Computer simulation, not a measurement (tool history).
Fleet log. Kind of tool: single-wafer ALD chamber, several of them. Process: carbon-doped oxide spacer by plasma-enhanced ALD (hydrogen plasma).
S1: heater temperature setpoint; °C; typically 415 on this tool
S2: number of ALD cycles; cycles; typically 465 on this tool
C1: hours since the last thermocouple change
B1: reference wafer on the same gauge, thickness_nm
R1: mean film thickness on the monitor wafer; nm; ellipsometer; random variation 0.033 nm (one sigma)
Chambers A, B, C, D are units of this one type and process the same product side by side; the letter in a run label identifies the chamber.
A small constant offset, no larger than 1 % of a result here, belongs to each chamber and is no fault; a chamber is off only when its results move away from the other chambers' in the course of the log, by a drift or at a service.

Run 1D, hour 4.6: usual settings; C1 1345.6; B1 20.797. Result: R1 22.285 nm.
Run 2A, hour 10.3: usual settings; C1 753.2; B1 20.805. Result: R1 22.150 nm.
Run 3B, hour 15.0: usual settings; C1 16.6; B1 20.809. Result: R1 22.388 nm.
Run 4C, hour 21.2: usual settings; C1 40.4; B1 20.805. Result: R1 22.117 nm.
Run 5A, hour 26.2: usual settings; C1 769.1; B1 20.824. Result: R1 22.139 nm.
Run 6C, hour 31.3: usual settings; C1 50.5; B1 20.810. Result: R1 22.165 nm.
Run 7B, hour 35.8: usual settings; C1 37.4; B1 20.815. Result: R1 22.387 nm.
Run 8D, hour 43.4: usual settings but S1 421 °C; C1 1384.4; B1 20.829. Result: R1 21.832 nm.
Run 9B, hour 52.7: usual settings but S1 421 °C; C1 54.3; B1 20.823. Result: R1 21.983 nm.
Run 10C, hour 57.2: usual settings but S1 421 °C; C1 76.4; B1 20.827. Result: R1 21.704 nm.
Run 11D, hour 66.7: usual settings but S1 421 °C; C1 1407.7; B1 20.828. Result: R1 21.872 nm.
Run 12A, hour 72.0: usual settings; C1 814.9; B1 20.839. Result: R1 22.110 nm.
Run 13A, hour 81.6: usual settings; C1 824.5; B1 20.838. Result: R1 22.108 nm.
Run 14C, hour 87.2: usual settings; C1 106.4; B1 20.834. Result: R1 22.134 nm.
Run 15D, hour 96.7: usual settings; C1 1437.7; B1 20.846. Result: R1 22.358 nm.
Run 16B, hour 102.5: usual settings; C1 104.1; B1 20.846. Result: R1 22.435 nm.
Run 17B, hour 110.0: usual settings; C1 111.6; B1 20.851. Result: R1 22.396 nm.
Run 18D, hour 119.3: usual settings; C1 1460.3; B1 20.855. Result: R1 22.315 nm.
Run 19A, hour 127.1: usual settings; C1 870.0; B1 20.858. Result: R1 22.214 nm.
Run 20C, hour 133.3: usual settings; C1 152.5; B1 20.860. Result: R1 22.184 nm.
Run 21D, hour 138.9: usual settings; C1 1479.9; B1 20.868. Result: R1 22.323 nm.
Run 22B, hour 146.0: usual settings but S1 423 °C, S2 511 cycles; C1 147.6; B1 20.871. Result: R1 24.127 nm.
Run 23A, hour 151.8: usual settings but S1 423 °C, S2 511 cycles; C1 894.7; B1 20.868. Result: R1 23.734 nm.
Run 24C, hour 158.5: usual settings but S1 423 °C, S2 511 cycles; C1 177.7; B1 20.875. Result: R1 23.830 nm.
Run 25A, hour 165.3: usual settings but S1 423 °C, S2 511 cycles; C1 908.2; B1 20.882. Result: R1 23.740 nm.
Run 26D, hour 174.9: usual settings; C1 1515.9; B1 20.873. Result: R1 22.331 nm.
Run 27C, hour 181.7: usual settings; C1 200.9; B1 20.892. Result: R1 22.165 nm.
Run 28B, hour 190.5: usual settings; C1 192.1; B1 20.882. Result: R1 22.466 nm.
Run 29C, hour 199.3: usual settings but S1 408 °C, S2 521 cycles; C1 218.5; B1 20.892. Result: R1 25.416 nm.
Run 30A, hour 207.4: usual settings but S1 408 °C, S2 521 cycles; C1 950.3; B1 20.901. Result: R1 25.463 nm.
Run 31B, hour 213.2: usual settings but S1 408 °C, S2 521 cycles; C1 214.8; B1 20.899. Result: R1 25.705 nm.
Run 32D, hour 222.4: usual settings but S1 408 °C, S2 521 cycles; C1 1563.4; B1 20.915. Result: R1 25.633 nm.
Run 33B, hour 228.4: usual settings; C1 230.0; B1 20.907. Result: R1 22.516 nm.
Run 34C, hour 233.2: usual settings; C1 252.4; B1 20.924. Result: R1 22.278 nm.
Run 35A, hour 241.9: usual settings; C1 984.8; B1 20.917. Result: R1 22.278 nm.
Run 36D, hour 247.3: usual settings; C1 1588.3; B1 20.913. Result: R1 22.318 nm.
Run 37D, hour 252.1: usual settings; C1 1593.1; B1 20.916. Result: R1 22.355 nm.
Run 38A, hour 260.0: usual settings but S2 430 cycles; C1 1002.9; B1 20.930. Result: R1 20.600 nm.
Run 39C, hour 266.1: usual settings but S2 430 cycles; C1 285.3; B1 20.919. Result: R1 20.525 nm.

Which is it: a chamber that has drifted or been left off by a service, a gauge drift common to all chambers, or only each chamber's usual small offset? If a chamber is off, name it and its likeliest cause.

Every chamber seems to shift together because the gauge that measures them all drifts; the chambers themselves are fine.
What lies behind it: gauge reads high (%) = 0.619.
